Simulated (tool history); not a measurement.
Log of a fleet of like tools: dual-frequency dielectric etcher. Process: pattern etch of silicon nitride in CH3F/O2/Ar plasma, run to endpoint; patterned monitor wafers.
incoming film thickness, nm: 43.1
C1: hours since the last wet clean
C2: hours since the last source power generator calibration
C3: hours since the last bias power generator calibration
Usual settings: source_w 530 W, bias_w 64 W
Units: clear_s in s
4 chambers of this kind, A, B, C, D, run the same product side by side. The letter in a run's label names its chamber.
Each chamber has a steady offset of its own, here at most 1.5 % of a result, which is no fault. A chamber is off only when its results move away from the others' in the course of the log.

run 1A day=0.442 | source_w=530 bias_w=64 | C1=44.7 C2=324 C3=1128.3 | clear_s=58.001
run 2D day=0.742 | source_w=530 bias_w=64 | C1=325 C2=919 C3=1614.8 | clear_s=57.56
run 3B day=1.212 | source_w=530 bias_w=64 | C1=141.4 C2=3357.3 C3=1508.4 | clear_s=58.444
run 4C day=1.508 | source_w=530 bias_w=64 | C1=136 C2=1563 C3=1741.2 | clear_s=57.992
run 5C day=1.812 | source_w=530 bias_w=64 | C1=143.3 C2=1570.3 C3=1748.5 | clear_s=57.908
run 6D day=2.142 | source_w=590 bias_w=75 | C1=358.6 C2=952.6 C3=1648.4 | clear_s=52.966
run 7A day=2.558 | source_w=590 bias_w=75 | C1=95.5 C2=374.8 C3=1179.1 | clear_s=52.119
run 8B day=3.033 | source_w=590 bias_w=75 | C1=185.1 C2=3401 C3=1552.1 | clear_s=53.649
run 9B day=3.279 | source_w=590 bias_w=75 | C1=191 C2=3406.9 C3=1558 | clear_s=53.672
run 10D day=3.508 | source_w=530 bias_w=64 | C1=391.4 C2=985.4 C3=1681.2 | clear_s=57.213
run 11C day=3.967 | source_w=530 bias_w=64 | C1=195 C2=1622 C3=1800.2 | clear_s=57.789
-- day=4.096 chamber D: wet clean of the chamber
run 12A day=4.221 | source_w=530 bias_w=52 | C1=135.4 C2=414.7 C3=1219 | clear_s=62.502
run 13D day=4.471 | source_w=530 bias_w=52 | C1=9 C2=1008.5 C3=1704.3 | clear_s=61.788
run 14B day=4.925 | source_w=530 bias_w=52 | C1=230.5 C2=3446.4 C3=1597.5 | clear_s=63.381
run 15C day=5.346 | source_w=530 bias_w=52 | C1=228.1 C2=1655.1 C3=1833.3 | clear_s=61.462
run 16A day=5.783 | source_w=640 bias_w=64 | C1=172.9 C2=452.2 C3=1256.5 | clear_s=54.267
run 17A day=6.196 | source_w=640 bias_w=64 | C1=182.8 C2=462.1 C3=1266.4 | clear_s=54.013
run 18B day=6.521 | source_w=640 bias_w=64 | C1=268.8 C2=3484.7 C3=1635.8 | clear_s=55.468
run 19D day=6.983 | source_w=640 bias_w=64 | C1=69.3 C2=1068.8 C3=1764.6 | clear_s=53.869
run 20C day=7.238 | source_w=530 bias_w=64 | C1=273.5 C2=1700.5 C3=1878.7 | clear_s=57.748
run 21C day=7.512 | source_w=530 bias_w=64 | C1=280.1 C2=1707.1 C3=1885.3 | clear_s=57.569
run 22A day=7.758 | source_w=530 bias_w=64 | C1=220.3 C2=499.6 C3=1303.9 | clear_s=58.158
run 23B day=8.012 | source_w=530 bias_w=64 | C1=304.6 C2=3520.5 C3=1671.6 | clear_s=60.028
run 24D day=8.392 | source_w=530 bias_w=64 | C1=103.1 C2=1102.6 C3=1798.4 | clear_s=57.728
run 25B day=8.654 | source_w=530 bias_w=64 | C1=320 C2=3535.9 C3=1687 | clear_s=60.412
run 26A day=8.967 | source_w=530 bias_w=64 | C1=249.3 C2=528.6 C3=1332.9 | clear_s=58.041
run 27D day=9.375 | source_w=480 bias_w=64 | C1=126.7 C2=1126.2 C3=1822 | clear_s=59.813
run 28C day=9.746 | source_w=480 bias_w=64 | C1=333.7 C2=1760.7 C3=1938.9 | clear_s=60.469
run 29D day=10.2 | source_w=480 bias_w=64 | C1=146.5 C2=1146 C3=1841.8 | clear_s=60.469
run 30A day=10.592 | source_w=480 bias_w=64 | C1=288.3 C2=567.6 C3=1371.9 | clear_s=60.764
run 31C day=10.883 | source_w=650 bias_w=74 | C1=361 C2=1788 C3=1966.2 | clear_s=50.925
run 32B day=11.271 | source_w=650 bias_w=74 | C1=382.8 C2=3598.7 C3=1749.8 | clear_s=53.93
run 33B day=11.542 | source_w=650 bias_w=74 | C1=389.3 C2=3605.2 C3=1756.3 | clear_s=53.65
run 34C day=11.862 | source_w=650 bias_w=74 | C1=384.5 C2=1811.5 C3=1989.7 | clear_s=50.587
run 35D day=12.071 | source_w=530 bias_w=64 | C1=191.4 C2=1190.9 C3=1886.7 | clear_s=57.417
run 36A day=12.3 | source_w=530 bias_w=64 | C1=329.3 C2=608.6 C3=1412.9 | clear_s=57.569
run 37B day=12.617 | source_w=530 bias_w=64 | C1=415.1 C2=3631 C3=1782.1 | clear_s=60.676

Is one chamber off against the others, does the gauge drift, or is nothing wrong? If a chamber is off, say which, and what the likeliest cause is.

Chamber B drifts away from the others.
Cause: etch rate under this chamber's usual, % = 3.64.

Here are 4 candidates for chamber B's next run, each the usual settings with a change, their results left as question marks. Which one brings its results back in line with what the others give on the usual settings?
In line means no further than this from the other chambers' mean on the usual settings: clear_s 1.3 s
run 38B-1 day=12.958 | source_w=530 bias_w=48 | clear_s=?
run 38B-2 day=12.958 | source_w=490 bias_w=60 | clear_s=?
run 38B-3 day=12.958 | source_w=600 bias_w=72 | clear_s=?
run 38B-4 day=12.958 | source_w=530 bias_w=74 | clear_s=?

The other chambers' mean on the usual settings: clear_s 57.816 s
run=38B-1 clear_s=66.929
run=38B-2 clear_s=64.352
run=38B-3 clear_s=56.119
run=38B-4 clear_s=58.285
38B-4 brings the chamber back in line.
